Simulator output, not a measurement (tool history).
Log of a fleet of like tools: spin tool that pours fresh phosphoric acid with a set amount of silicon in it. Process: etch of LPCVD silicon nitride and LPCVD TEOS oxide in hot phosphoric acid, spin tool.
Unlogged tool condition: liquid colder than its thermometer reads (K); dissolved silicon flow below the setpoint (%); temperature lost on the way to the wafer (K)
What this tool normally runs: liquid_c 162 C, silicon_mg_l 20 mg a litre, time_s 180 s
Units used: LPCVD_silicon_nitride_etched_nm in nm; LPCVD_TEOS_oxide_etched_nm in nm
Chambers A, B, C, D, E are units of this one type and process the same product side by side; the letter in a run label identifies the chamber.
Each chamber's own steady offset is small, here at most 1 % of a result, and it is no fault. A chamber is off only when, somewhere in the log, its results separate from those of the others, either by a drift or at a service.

run,hour,liquid_c,silicon_mg_l,time_s,hours since the thermometer was replaced,hours since the dissolved silicon flow meter was replaced,hours since the heated supply line was repaired,"read-back film thickness of the LPCVD silicon nitride reference wafer, read on the same gauge (nm)","read-back film thickness of the LPCVD TEOS oxide reference wafer, read on the same gauge (nm)",LPCVD_silicon_nitride_etched_nm,LPCVD_TEOS_oxide_etched_nm
1D,10.4,162,20,180,2050,599,2633.7,129.99,49.993,16.317,0.57085
2C,18.3,162,20,180,532.3,802.7,1593.7,129.99,50.009,16.592,0.54378
3B,23.7,162,20,180,191.9,133.4,2008.8,129.99,50.022,16.817,0.58843
4A,29.1,162,20,180,372.5,809.8,3270.9,130.04,50.019,16.283,0.56919
# hour 29.9: chamber D: thermometer replaced
5E,36,162,20,180,772.6,204.6,451.7,129.96,49.995,16.781,0.58392
# hour 38.8: chamber C: thermometer replaced
6D,43.8,162,20,180,14,632.4,2667.1,130,49.983,16.913,0.58391
7E,49.3,160,31.5,180,785.9,217.9,465,129.97,49.989,15.731,0.32872
8B,60.6,160,31.5,180,228.8,170.3,2045.7,130,50.015,15.723,0.30148
9A,68.4,160,31.5,180,411.8,849.1,3310.2,130,50,15.6,0.32833
10C,79.1,160,31.5,180,40.4,863.5,1654.5,130,50.023,15.354,0.32585
# hour 88.1: chamber A: heated supply line repaired
11A,88.6,160,31.5,180,432,869.3,0.6,129.97,50.006,15.374,0.34142
12C,97.7,162,20,180,59,882.1,1673.1,130,49.985,16.379,0.5022
13B,107,162,20,180,275.2,216.7,2092.1,129.99,49.992,16.738,0.56531
14E,118.1,162,20,180,854.7,286.7,533.8,129.99,49.999,16.642,0.5734
15D,128.5,162,20,180,98.7,717.1,2751.8,129.99,49.996,16.948,0.59472
16D,136.1,162,20,180,106.3,724.7,2759.4,129.99,50.003,16.493,0.63489
17A,145.9,162,20,180,489.3,926.6,57.9,129.99,50.01,16.671,0.58295
18E,154.8,162,20,180,891.4,323.4,570.5,130,49.974,16.975,0.57021
19C,160.5,162,20,180,121.8,944.9,1735.9,130.01,50.001,15.774,0.53485
20B,167.9,162,20,180,336.1,277.6,2153,129.99,49.998,16.863,0.60625
21D,173.4,162,20,180,143.6,762,2796.7,130,50.013,16.65,0.53849
22E,180.3,162,20,180,916.9,348.9,596,130.01,50.005,16.587,0.5636
23C,186.6,162,20,180,147.9,971,1762,129.99,49.997,15.762,0.52974
24A,195.2,162,20,180,538.6,975.9,107.2,130,50.018,16.668,0.58728
25B,201,162,20,180,369.2,310.7,2186.1,130,49.996,16.79,0.58258
26C,211,162,20,180,172.3,995.4,1786.4,129.96,50.002,15.237,0.53041
27E,222.2,162,20,180,958.8,390.8,637.9,130.01,49.997,16.741,0.5967
28A,227.4,162,20,180,570.8,1008.1,139.4,130,49.99,16.698,0.59104
29B,237,162,20,180,405.2,346.7,2222.1,130.01,50.023,16.475,0.61254
30D,246.6,162,20,180,216.8,835.2,2869.9,129.97,50.021,16.683,0.54836
31E,255.6,159.5,20,225,992.2,424.2,671.3,129.97,49.997,19.019,0.60501
32A,266.5,159.5,20,225,609.9,1047.2,178.5,130.01,50.017,18.979,0.64572
33B,276,159.5,20,225,444.2,385.7,2261.1,130.03,50.004,19.223,0.57995
34C,286,159.5,20,225,247.3,1070.4,1861.4,130.02,50.001,17.145,0.46526
35D,292.7,159.5,20,225,262.9,881.3,2916,130.01,49.993,19.071,0.61149

Does one chamber stand apart from the rest, does the shared gauge drift, or is all well apart from small per-chamber offsets? Give the chamber and the most likely cause, where there is one.

Chamber C drifts away from the others.
Cause: temperature lost on the way to the wafer (K) = 3.78.

Which of the 4 candidates below, each the usual settings with something changed and its results left as question marks, puts chamber C back in line with what the other chambers give on the usual settings?
In-line tolerance around the mean of the other chambers on the usual settings: LPCVD_silicon_nitride_etched_nm 0.56 nm; LPCVD_TEOS_oxide_etched_nm 0.094 nm
36C-1,300.8,161.5,25,160,,,,,,?,?
36C-2,300.8,162,22.5,170,,,,,,?,?
36C-3,300.8,162,17.5,190,,,,,,?,?
36C-4,300.8,162.5,15,200,,,,,,?,?

The other chambers' mean on the usual settings: LPCVD_silicon_nitride_etched_nm 16.667 nm; LPCVD_TEOS_oxide_etched_nm 0.58232 nm
run,LPCVD_silicon_nitride_etched_nm,LPCVD_TEOS_oxide_etched_nm
36C-1,12.807,0.3125
36C-2,13.845,0.37369
36C-3,15.474,0.48191
36C-4,16.567,0.56168
With 36C-4, the chamber falls back in line with the rest.
